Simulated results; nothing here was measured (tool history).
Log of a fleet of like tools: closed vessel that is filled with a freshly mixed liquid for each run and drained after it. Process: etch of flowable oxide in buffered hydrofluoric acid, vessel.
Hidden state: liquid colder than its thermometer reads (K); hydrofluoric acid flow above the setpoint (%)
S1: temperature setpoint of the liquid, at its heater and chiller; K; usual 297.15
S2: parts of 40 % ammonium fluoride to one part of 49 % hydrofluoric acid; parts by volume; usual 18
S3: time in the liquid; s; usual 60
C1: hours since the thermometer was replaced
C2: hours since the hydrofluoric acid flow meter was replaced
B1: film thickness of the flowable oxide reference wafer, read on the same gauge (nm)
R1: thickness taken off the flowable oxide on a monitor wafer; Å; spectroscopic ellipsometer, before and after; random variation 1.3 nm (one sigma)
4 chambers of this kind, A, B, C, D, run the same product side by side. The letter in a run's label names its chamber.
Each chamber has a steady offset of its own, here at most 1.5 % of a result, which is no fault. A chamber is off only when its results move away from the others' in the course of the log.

{"run": "1C", "day": 0.142, "S1": 297.15, "S2": 18, "S3": 60, "C1": 1457, "C2": 264.4, "B1": 29.976, "R1": 1283.5}
{"run": "2A", "day": 0.333, "S1": 297.15, "S2": 18, "S3": 60, "C1": 485.8, "C2": 1122.6, "B1": 30.007, "R1": 1272.4}
{"run": "3D", "day": 0.458, "S1": 297.15, "S2": 18, "S3": 60, "C1": 589.8, "C2": 587.6, "B1": 30.002, "R1": 1281.2}
{"run": "4B", "day": 0.596, "S1": 297.15, "S2": 18, "S3": 60, "C1": 1437.9, "C2": 1208.6, "B1": 29.965, "R1": 1272.8}
{"run": "5B", "day": 0.733, "S1": 297.15, "S2": 13, "S3": 40, "C1": 1441.2, "C2": 1211.9, "B1": 30.022, "R1": 1187.4}
{"run": "6C", "day": 0.838, "S1": 297.15, "S2": 13, "S3": 40, "C1": 1473.7, "C2": 281.1, "B1": 30.014, "R1": 1183.4}
{"run": "7D", "day": 1.046, "S1": 297.15, "S2": 13, "S3": 40, "C1": 603.9, "C2": 601.7, "B1": 30.02, "R1": 1167.8}
{"run": "8A", "day": 1.233, "S1": 297.15, "S2": 13, "S3": 40, "C1": 507.4, "C2": 1144.2, "B1": 30.016, "R1": 1185.2}
{"run": "9B", "day": 1.375, "S1": 297.15, "S2": 18, "S3": 60, "C1": 1456.6, "C2": 1227.3, "B1": 30.039, "R1": 1293}
{"run": "10D", "day": 1.508, "S1": 297.15, "S2": 18, "S3": 60, "C1": 615, "C2": 612.8, "B1": 30.066, "R1": 1259}
{"run": "11C", "day": 1.688, "S1": 297.15, "S2": 18, "S3": 60, "C1": 1494.1, "C2": 301.5, "B1": 30.034, "R1": 1262.5}
{"run": "12A", "day": 1.871, "S1": 297.15, "S2": 18, "S3": 60, "C1": 522.7, "C2": 1159.5, "B1": 29.989, "R1": 1248.1}
{"run": "13D", "day": 1.979, "S1": 297.15, "S2": 18, "S3": 60, "C1": 626.3, "C2": 624.1, "B1": 30.07, "R1": 1264.8}
{"run": "14C", "day": 2.112, "S1": 297.15, "S2": 18, "S3": 60, "C1": 1504.3, "C2": 311.7, "B1": 30.001, "R1": 1269}
{"run": "15A", "day": 2.279, "S1": 297.15, "S2": 18, "S3": 60, "C1": 532.5, "C2": 1169.3, "B1": 29.97, "R1": 1265.7}
{"run": "16B", "day": 2.462, "S1": 297.15, "S2": 18, "S3": 60, "C1": 1482.7, "C2": 1253.4, "B1": 29.994, "R1": 1286.6}
{"run": "17A", "day": 2.604, "S1": 297.15, "S2": 18, "S3": 60, "C1": 540.3, "C2": 1177.1, "B1": 30.022, "R1": 1260.8}
{"run": "18B", "day": 2.729, "S1": 297.15, "S2": 18, "S3": 60, "C1": 1489.1, "C2": 1259.8, "B1": 30.025, "R1": 1286}
{"run": "19C", "day": 2.846, "S1": 297.15, "S2": 18, "S3": 60, "C1": 1521.9, "C2": 329.3, "B1": 29.965, "R1": 1278}
{"run": "20D", "day": 2.971, "S1": 297.15, "S2": 18, "S3": 60, "C1": 650.1, "C2": 647.9, "B1": 29.972, "R1": 1230.6}
{"run": "21B", "day": 3.117, "S1": 297.15, "S2": 18, "S3": 60, "C1": 1498.4, "C2": 1269.1, "B1": 30.045, "R1": 1285.5}
{"run": "22C", "day": 3.267, "S1": 297.15, "S2": 14, "S3": 60, "C1": 1532, "C2": 339.4, "B1": 30.031, "R1": 1639.3}
{"run": "23A", "day": 3.362, "S1": 297.15, "S2": 14, "S3": 60, "C1": 558.5, "C2": 1195.3, "B1": 30.009, "R1": 1598.9}
{"run": "24D", "day": 3.533, "S1": 297.15, "S2": 14, "S3": 60, "C1": 663.6, "C2": 661.4, "B1": 29.96, "R1": 1538.9}
{"run": "25C", "day": 3.733, "S1": 297.15, "S2": 14, "S3": 60, "C1": 1543.2, "C2": 350.6, "B1": 29.989, "R1": 1663.6}
{"run": "26D", "day": 3.846, "S1": 297.15, "S2": 18, "S3": 60, "C1": 671.1, "C2": 668.9, "B1": 30.004, "R1": 1171.2}
{"run": "27A", "day": 4.008, "S1": 297.15, "S2": 18, "S3": 60, "C1": 574, "C2": 1210.8, "B1": 30.011, "R1": 1264.6}
{"run": "28B", "day": 4.183, "S1": 301.65, "S2": 18, "S3": 60, "C1": 1524, "C2": 1294.7, "B1": 30.003, "R1": 1648.4}
{"run": "29D", "day": 4.367, "S1": 301.65, "S2": 18, "S3": 60, "C1": 683.6, "C2": 681.4, "B1": 29.994, "R1": 1467}
{"run": "30B", "day": 4.575, "S1": 301.65, "S2": 18, "S3": 60, "C1": 1533.4, "C2": 1304.1, "B1": 30.01, "R1": 1621.8}
{"run": "31C", "day": 4.692, "S1": 301.65, "S2": 18, "S3": 60, "C1": 1566.2, "C2": 373.6, "B1": 29.991, "R1": 1614.9}
{"run": "32A", "day": 4.892, "S1": 297.15, "S2": 18, "S3": 60, "C1": 595.2, "C2": 1232, "B1": 29.996, "R1": 1286.9}
{"run": "33B", "day": 5.092, "S1": 297.15, "S2": 18, "S3": 60, "C1": 1545.8, "C2": 1316.5, "B1": 30.022, "R1": 1292.9}

Is one chamber off against the others, does the gauge drift, or is nothing wrong? If a chamber is off, say which, and what the likeliest cause is.

Chamber D drifts away from the others.
Cause: liquid colder than its thermometer reads (K) = 2.12.
The log may not tell that from: hydrofluoric acid flow below the setpoint (%).

Here are 4 candidates for chamber D's next run, each the usual settings with a change, their results left as question marks. Which one brings its results back in line with what the others give on the usual settings?
In line means no further than this from the other chambers' mean on the usual settings: R1 44 Å
{"run": "34D-1", "day": 5.246, "S1": 297.15, "S2": 19.5, "S3": 50, "R1": "?"}
{"run": "34D-2", "day": 5.246, "S1": 299.65, "S2": 18, "S3": 60, "R1": "?"}
{"run": "34D-3", "day": 5.246, "S1": 297.15, "S2": 20.5, "S3": 60, "R1": "?"}
{"run": "34D-4", "day": 5.246, "S1": 297.15, "S2": 13.5, "S3": 60, "R1": "?"}

The other chambers' mean on the usual settings: R1 1274 Å
run=34D-1 R1=867.06
run=34D-2 R1=1290.5
run=34D-3 R1=997.78
run=34D-4 R1=1485.4
34D-2 brings the chamber back in line.
